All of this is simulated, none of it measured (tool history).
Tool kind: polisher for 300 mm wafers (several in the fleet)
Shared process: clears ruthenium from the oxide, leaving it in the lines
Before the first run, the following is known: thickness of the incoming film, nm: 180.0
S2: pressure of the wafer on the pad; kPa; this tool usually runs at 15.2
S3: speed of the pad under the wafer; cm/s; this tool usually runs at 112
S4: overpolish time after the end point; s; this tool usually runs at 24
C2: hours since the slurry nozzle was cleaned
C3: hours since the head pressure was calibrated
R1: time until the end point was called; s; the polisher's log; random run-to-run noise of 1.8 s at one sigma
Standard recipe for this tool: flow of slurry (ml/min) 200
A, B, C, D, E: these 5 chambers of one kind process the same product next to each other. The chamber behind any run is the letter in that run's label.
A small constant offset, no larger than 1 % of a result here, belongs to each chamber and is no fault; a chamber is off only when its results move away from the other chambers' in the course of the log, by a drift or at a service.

-- hour=7 chamber B: head pressure recalibrated
run 1D hour=9.8 | flow_of_slurry_(ml/min)=200 S2=15.2 S3=112 S4=24 | wafers_polished_on_this_pad=773 C2=229 C3=385.6 | R1=147.43
run 2C hour=20.4 | flow_of_slurry_(ml/min)=200 S2=15.2 S3=112 S4=24 | wafers_polished_on_this_pad=311 C2=246.7 C3=130.6 | R1=144.28
run 3A hour=31.6 | flow_of_slurry_(ml/min)=200 S2=15.2 S3=112 S4=24 | wafers_polished_on_this_pad=344 C2=290.1 C3=507.2 | R1=147.56
-- hour=32.2 chamber E: worn pad replaced by a new one
-- hour=39.5 chamber B: worn pad replaced by a new one
-- hour=40.5 chamber D: worn pad replaced by a new one
run 4B hour=43.4 | flow_of_slurry_(ml/min)=200 S2=15.2 S3=112 S4=24 | wafers_polished_on_this_pad=38 C2=137.6 C3=36.4 | R1=148.25
run 5E hour=52.4 | flow_of_slurry_(ml/min)=200 S2=15.2 S3=112 S4=24 | wafers_polished_on_this_pad=198 C2=315.1 C3=55.5 | R1=144.9
run 6E hour=62.5 | flow_of_slurry_(ml/min)=200 S2=15.2 S3=112 S4=24 | wafers_polished_on_this_pad=297 C2=325.2 C3=65.6 | R1=143.81
run 7B hour=73.1 | flow_of_slurry_(ml/min)=200 S2=15.2 S3=112 S4=24 | wafers_polished_on_this_pad=330 C2=167.3 C3=66.1 | R1=147.8
-- hour=75.2 chamber A: worn pad replaced by a new one
-- hour=78 chamber A: head pressure recalibrated
run 8C hour=80.6 | flow_of_slurry_(ml/min)=200 S2=15.2 S3=112 S4=24 | wafers_polished_on_this_pad=901 C2=306.9 C3=190.8 | R1=146.41
run 9A hour=89.5 | flow_of_slurry_(ml/min)=200 S2=15.2 S3=112 S4=24 | wafers_polished_on_this_pad=141 C2=348 C3=11.5 | R1=144.86
run 10D hour=101 | flow_of_slurry_(ml/min)=200 S2=15.2 S3=112 S4=24 | wafers_polished_on_this_pad=593 C2=320.2 C3=476.8 | R1=145.84
-- hour=107.3 chamber C: worn pad replaced by a new one
run 11A hour=111.3 | flow_of_slurry_(ml/min)=200 S2=15.2 S3=112 S4=24 | wafers_polished_on_this_pad=354 C2=369.8 C3=33.3 | R1=146.25
-- hour=113.2 chamber D: slurry nozzle cleaned
-- hour=122 chamber E: worn pad replaced by a new one
run 12C hour=122.7 | flow_of_slurry_(ml/min)=200 S2=15.2 S3=112 S4=24 | wafers_polished_on_this_pad=151 C2=349 C3=232.9 | R1=145.01
run 13E hour=131.4 | flow_of_slurry_(ml/min)=140 S2=15.2 S3=112 S4=24 | wafers_polished_on_this_pad=92 C2=394.1 C3=134.5 | R1=154.26
run 14B hour=136.8 | flow_of_slurry_(ml/min)=140 S2=15.2 S3=112 S4=24 | wafers_polished_on_this_pad=954 C2=231 C3=129.8 | R1=155.57
-- hour=140.3 chamber A: worn pad replaced by a new one
run 15D hour=142.6 | flow_of_slurry_(ml/min)=140 S2=15.2 S3=112 S4=24 | wafers_polished_on_this_pad=1001 C2=29.4 C3=518.4 | R1=155.11
run 16B hour=149 | flow_of_slurry_(ml/min)=140 S2=15.2 S3=112 S4=24 | wafers_polished_on_this_pad=1074 C2=243.2 C3=142 | R1=156.02
-- hour=152.7 chamber D: worn pad replaced by a new one
-- hour=152.9 chamber B: worn pad replaced by a new one
run 17A hour=160.5 | flow_of_slurry_(ml/min)=140 S2=15.2 S3=112 S4=24 | wafers_polished_on_this_pad=198 C2=419 C3=82.5 | R1=158.48
run 18D hour=170.5 | flow_of_slurry_(ml/min)=200 S2=15.2 S3=112 S4=24 | wafers_polished_on_this_pad=175 C2=57.3 C3=546.3 | R1=146.63
run 19C hour=180.8 | flow_of_slurry_(ml/min)=200 S2=15.2 S3=112 S4=24 | wafers_polished_on_this_pad=721 C2=407.1 C3=291 | R1=146.83
-- hour=181.4 chamber C: slurry nozzle cleaned
run 20E hour=187.8 | flow_of_slurry_(ml/min)=200 S2=15.2 S3=112 S4=24 | wafers_polished_on_this_pad=645 C2=450.5 C3=190.9 | R1=144.23
run 21B hour=197.8 | flow_of_slurry_(ml/min)=200 S2=15.2 S3=112 S4=24 | wafers_polished_on_this_pad=440 C2=292 C3=190.8 | R1=145.86
run 22D hour=206.2 | flow_of_slurry_(ml/min)=200 S2=15.2 S3=112 S4=24 | wafers_polished_on_this_pad=525 C2=93 C3=582 | R1=147.15
-- hour=210.4 chamber A: worn pad replaced by a new one
-- hour=217.3 chamber B: slurry nozzle cleaned
run 23E hour=217.5 | flow_of_slurry_(ml/min)=200 S2=15.2 S3=112 S4=24 | wafers_polished_on_this_pad=936 C2=480.2 C3=220.6 | R1=145.34
-- hour=217.9 chamber E: worn pad replaced by a new one
-- hour=224.4 chamber C: worn pad replaced by a new one
run 24C hour=226 | flow_of_slurry_(ml/min)=200 S2=15.2 S3=112 S4=24 | wafers_polished_on_this_pad=16 C2=44.6 C3=336.2 | R1=146.67
run 25A hour=232.7 | flow_of_slurry_(ml/min)=200 S2=15.2 S3=126 S4=24 | wafers_polished_on_this_pad=218 C2=491.2 C3=154.7 | R1=131.26
run 26C hour=239.5 | flow_of_slurry_(ml/min)=200 S2=15.2 S3=126 S4=24 | wafers_polished_on_this_pad=148 C2=58.1 C3=349.7 | R1=131.88
run 27B hour=246.1 | flow_of_slurry_(ml/min)=200 S2=15.2 S3=126 S4=24 | wafers_polished_on_this_pad=914 C2=28.9 C3=239.1 | R1=130.64
run 28E hour=252.8 | flow_of_slurry_(ml/min)=200 S2=15.2 S3=126 S4=24 | wafers_polished_on_this_pad=342 C2=515.5 C3=255.9 | R1=131.69
-- hour=261 chamber B: worn pad replaced by a new one
run 29A hour=263.8 | flow_of_slurry_(ml/min)=200 S2=15.2 S3=126 S4=24 | wafers_polished_on_this_pad=523 C2=522.3 C3=185.8 | R1=129.09
run 30D hour=273.9 | flow_of_slurry_(ml/min)=200 S2=15.2 S3=112 S4=24 | wafers_polished_on_this_pad=1189 C2=160.7 C3=649.7 | R1=151.67
-- hour=274.2 chamber D: worn pad replaced by a new one
-- hour=279.2 chamber A: worn pad replaced by a new one
run 31A hour=281.7 | flow_of_slurry_(ml/min)=200 S2=11 S3=112 S4=24 | wafers_polished_on_this_pad=24 C2=540.2 C3=203.7 | R1=198.44
run 32B hour=288.2 | flow_of_slurry_(ml/min)=200 S2=11 S3=112 S4=24 | wafers_polished_on_this_pad=267 C2=71 C3=281.2 | R1=203.44
run 33E hour=297.7 | flow_of_slurry_(ml/min)=200 S2=11 S3=112 S4=24 | wafers_polished_on_this_pad=782 C2=560.4 C3=300.8 | R1=199.4
run 34D hour=305.8 | flow_of_slurry_(ml/min)=200 S2=11 S3=112 S4=24 | wafers_polished_on_this_pad=310 C2=192.6 C3=681.6 | R1=200.69
run 35C hour=315.2 | flow_of_slurry_(ml/min)=200 S2=11 S3=112 S4=24 | wafers_polished_on_this_pad=891 C2=133.8 C3=425.4 | R1=201.36
-- hour=317.7 chamber E: worn pad replaced by a new one
run 36B hour=325.3 | flow_of_slurry_(ml/min)=200 S2=15.2 S3=112 S4=24 | wafers_polished_on_this_pad=630 C2=108.1 C3=318.3 | R1=150.73
-- hour=334.3 chamber C: worn pad replaced by a new one
run 37D hour=335.7 | flow_of_slurry_(ml/min)=200 S2=15.2 S3=112 S4=24 | wafers_polished_on_this_pad=603 C2=222.5 C3=711.5 | R1=146.86
run 38A hour=342.3 | flow_of_slurry_(ml/min)=200 S2=17.9 S3=112 S4=30 | wafers_polished_on_this_pad=618 C2=600.8 C3=264.3 | R1=122.86
run 39E hour=354.3 | flow_of_slurry_(ml/min)=200 S2=17.9 S3=112 S4=30 | wafers_polished_on_this_pad=359 C2=617 C3=357.4 | R1=122.1
run 40C hour=361.8 | flow_of_slurry_(ml/min)=200 S2=17.9 S3=112 S4=30 | wafers_polished_on_this_pad=270 C2=180.4 C3=472 | R1=124.15
run 41E hour=374.1 | flow_of_slurry_(ml/min)=200 S2=17.9 S3=112 S4=30 | wafers_polished_on_this_pad=553 C2=636.8 C3=377.2 | R1=121.82

What goes on in this fleet: one chamber off, a drifting gauge, or nothing beyond the chambers' own small offsets? Name the chamber and the cause, if any.

No chamber stands off beyond its own small offset, and the gauge holds steady.
